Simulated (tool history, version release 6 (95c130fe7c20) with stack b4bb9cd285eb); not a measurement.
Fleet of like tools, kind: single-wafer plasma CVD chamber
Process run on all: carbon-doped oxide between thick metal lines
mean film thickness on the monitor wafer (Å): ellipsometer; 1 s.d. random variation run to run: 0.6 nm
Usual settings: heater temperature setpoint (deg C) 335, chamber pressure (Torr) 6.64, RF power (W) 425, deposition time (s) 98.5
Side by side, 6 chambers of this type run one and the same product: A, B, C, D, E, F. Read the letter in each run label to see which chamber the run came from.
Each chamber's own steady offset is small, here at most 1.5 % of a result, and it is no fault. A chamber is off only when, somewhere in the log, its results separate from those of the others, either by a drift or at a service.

run   hour  heater temperature setpoint (deg C)  chamber pressure (Torr)  RF power (W)  deposition time (s)  hours since the last thermocouple change  hours since the last RF generator calibration  hours since the last manometer calibration  read-back reference wafer on the same gauge, thickness_nm  mean film thickness on the monitor wafer (Å)
 1A    5.1                                  335                     6.64           425                 98.5                                     141.1                                           61.5                                       954.9                                                     425.81                                          4827
 2D    9.7                                  335                     6.64           425                 98.5                                    1261.9                                          601.6                                       373.3                                                     425.88                                        4794.2
 3E   14.5                                  335                     6.64           425                 98.5                                    1455.3                                         1536.8                                       237.3                                                        426                                          4767
 4C   20.7                                  335                     6.64           425                 98.5                                    1249.7                                          815.1                                      1125.4                                                     425.85                                          4775
      22.6  -- chamber F: capacitance manometer re-zeroed and calibrated
 5B   25.1                                  335                     6.64           425                 98.5                                    1152.4                                           50.6                                         826                                                     425.73                                        4823.1
 6F   28.6                                  335                     6.64           425                 98.5                                     316.1                                          426.7                                           6                                                     425.75                                        4764.2
 7F   32.4                                  335                     6.64           425                 98.5                                     319.9                                          430.5                                         9.8                                                     425.61                                          4769
 8A     38                                  335                     6.64           425                 98.5                                       174                                           94.4                                       987.8                                                     425.69                                        4815.8
 9C   41.6                                  335                     6.64           425                 98.5                                    1270.6                                            836                                      1146.3                                                     425.67                                        4788.7
10B   48.1                                  335                     6.64           425                 98.5                                    1175.4                                           73.6                                         849                                                     425.55                                        4819.7
11D   54.8                                  335                     6.64           425                 98.5                                      1307                                          646.7                                       418.4                                                     425.61                                        4786.6
12E   61.9                                  335                     6.64           425                 98.5                                    1502.7                                         1584.2                                       284.7                                                     425.22                                        4772.6
13B   69.1                                  342                     6.64           425                 98.5                                    1196.4                                           94.6                                         870                                                     425.24                                        4724.9
14F   73.2                                  342                     6.64           425                 98.5                                     360.7                                          471.3                                        50.6                                                     425.34                                        4672.1
15E   77.3                                  342                     6.64           425                 98.5                                    1518.1                                         1599.6                                       300.1                                                     425.26                                        4674.1
16A   83.2                                  342                     6.64           425                 98.5                                     219.2                                          139.6                                        1033                                                     425.29                                          4712
17D   89.3                                  342                     6.64           425                 98.5                                    1341.5                                          681.2                                       452.9                                                     425.12                                        4684.6
18C   94.4                                  342                     6.64           425                 98.5                                    1323.4                                          888.8                                      1199.1                                                     425.12                                        4675.9
19C   97.8                                  335                     6.64           425                113.4                                    1326.8                                          892.2                                      1202.5                                                     424.95                                        5494.8
20B  103.7                                  335                     6.64           425                113.4                                      1231                                          129.2                                       904.6                                                     425.08                                        5545.1
21F  108.3                                  335                     6.64           425                113.4                                     395.8                                          506.4                                        85.7                                                     425.17                                        5474.9
     112.3  -- chamber A: capacitance manometer re-zeroed and calibrated
22A  112.4                                  335                     6.64           425                113.4                                     248.4                                          168.8                                         0.2                                                     424.88                                        5525.3
23E  117.4                                  335                     6.64           425                113.4                                    1558.2                                         1639.7                                       340.2                                                      424.9                                        5488.1
24D  122.2                                  335                     6.64           425                113.4                                    1374.4                                          714.1                                       485.8                                                     424.74                                        5505.2
25F  126.5                                  335                     6.64           425                 98.5                                       414                                          524.6                                       103.9                                                     424.82                                        4750.9
26C  133.7                                  335                     6.64           425                 98.5                                    1362.7                                          928.1                                      1238.4                                                     424.68                                          4768
27A  139.7                                  335                     6.64           425                 98.5                                     275.7                                          196.1                                        27.5                                                     424.68                                        4796.9
28D  143.9                                  335                     6.64           425                 98.5                                    1396.1                                          735.8                                       507.5                                                     424.57                                        4783.1
29B  147.8                                  321                     6.64           425                 98.5                                    1275.1                                          173.3                                       948.7                                                      424.6                                        5033.2
30E  153.3                                  321                     6.64           425                 98.5                                    1594.1                                         1675.6                                       376.1                                                     424.68                                        4981.1
31B  157.5                                  321                     6.64           425                 98.5                                    1284.8                                            183                                       958.4                                                     424.51                                        5021.4
32F  161.2                                  321                     6.64           425                 98.5                                     448.7                                          559.3                                       138.6                                                     424.45                                        4968.9
33E  165.8                                  321                     6.64           425                 98.5                                    1606.6                                         1688.1                                       388.6                                                     424.42                                          4981
34A  173.1                                  321                     6.64           425                 98.5                                     309.1                                          229.5                                        60.9                                                     424.39                                        5008.6
35C  179.1                                  335                     6.64           425                 98.5                                    1408.1                                          973.5                                      1283.8                                                      424.2                                        4771.5
     180.1  -- chamber D: thermocouple changed; heater temperature recalibrated
36D  183.2                                  335                     6.64           425                108.1                                       3.1                                          775.1                                       546.8                                                     424.18                                        5228.7
37E  189.5                                  335                     6.64           425                108.1                                    1630.3                                         1711.8                                       412.3                                                     424.15                                        5207.8
38A  195.6                                  335                     6.64           425                108.1                                     331.6                                            252                                        83.4                                                     424.26                                        5258.9
39F    199                                  335                     6.64           425                108.1                                     486.5                                          597.1                                       176.4                                                     424.17                                        5210.5
40D  203.5                                  335                     6.64           425                108.1                                      23.4                                          795.4                                       567.1                                                     424.05                                        5230.2
41B  207.6                                  335                     6.64           425                108.1                                    1334.9                                          233.1                                      1008.5                                                     424.17                                        5264.9
42C  211.6                                  335                     6.64           425                 98.5                                    1440.6                                           1006                                      1316.3                                                     423.94                                        4749.5
43C  217.6                                  335                     6.64           425                 98.5                                    1446.6                                           1012                                      1322.3                                                     424.02                                        4759.8
44F  222.1                                  335                     6.64           425                 98.5                                     509.6                                          620.2                                       199.5                                                     424.09                                          4751

Next, all 6 chambers run the settings below, one line each with question marks for the results. What does each chamber give?
45A  227.5                                  335                     7.96           425                 98.5                                                                                                                                                                                                                                             ?
45B  227.5                                  335                     7.96           425                 98.5                                                                                                                                                                                                                                             ?
45C  227.5                                  335                     7.96           425                 98.5                                                                                                                                                                                                                                             ?
45D  227.5                                  335                     7.96           425                 98.5                                                                                                                                                                                                                                             ?
45E  227.5                                  335                     7.96           425                 98.5                                                                                                                                                                                                                                             ?
45F  227.5                                  335                     7.96           425                 98.5                                                                                                                                                                                                                                             ?

run  mean film thickness on the monitor wafer (Å)
45A                                        4870.1
45B                                        4862.1
45C                                        4821.1
45D                                          4835
45E                                        4809.8
45F                                        4806.4
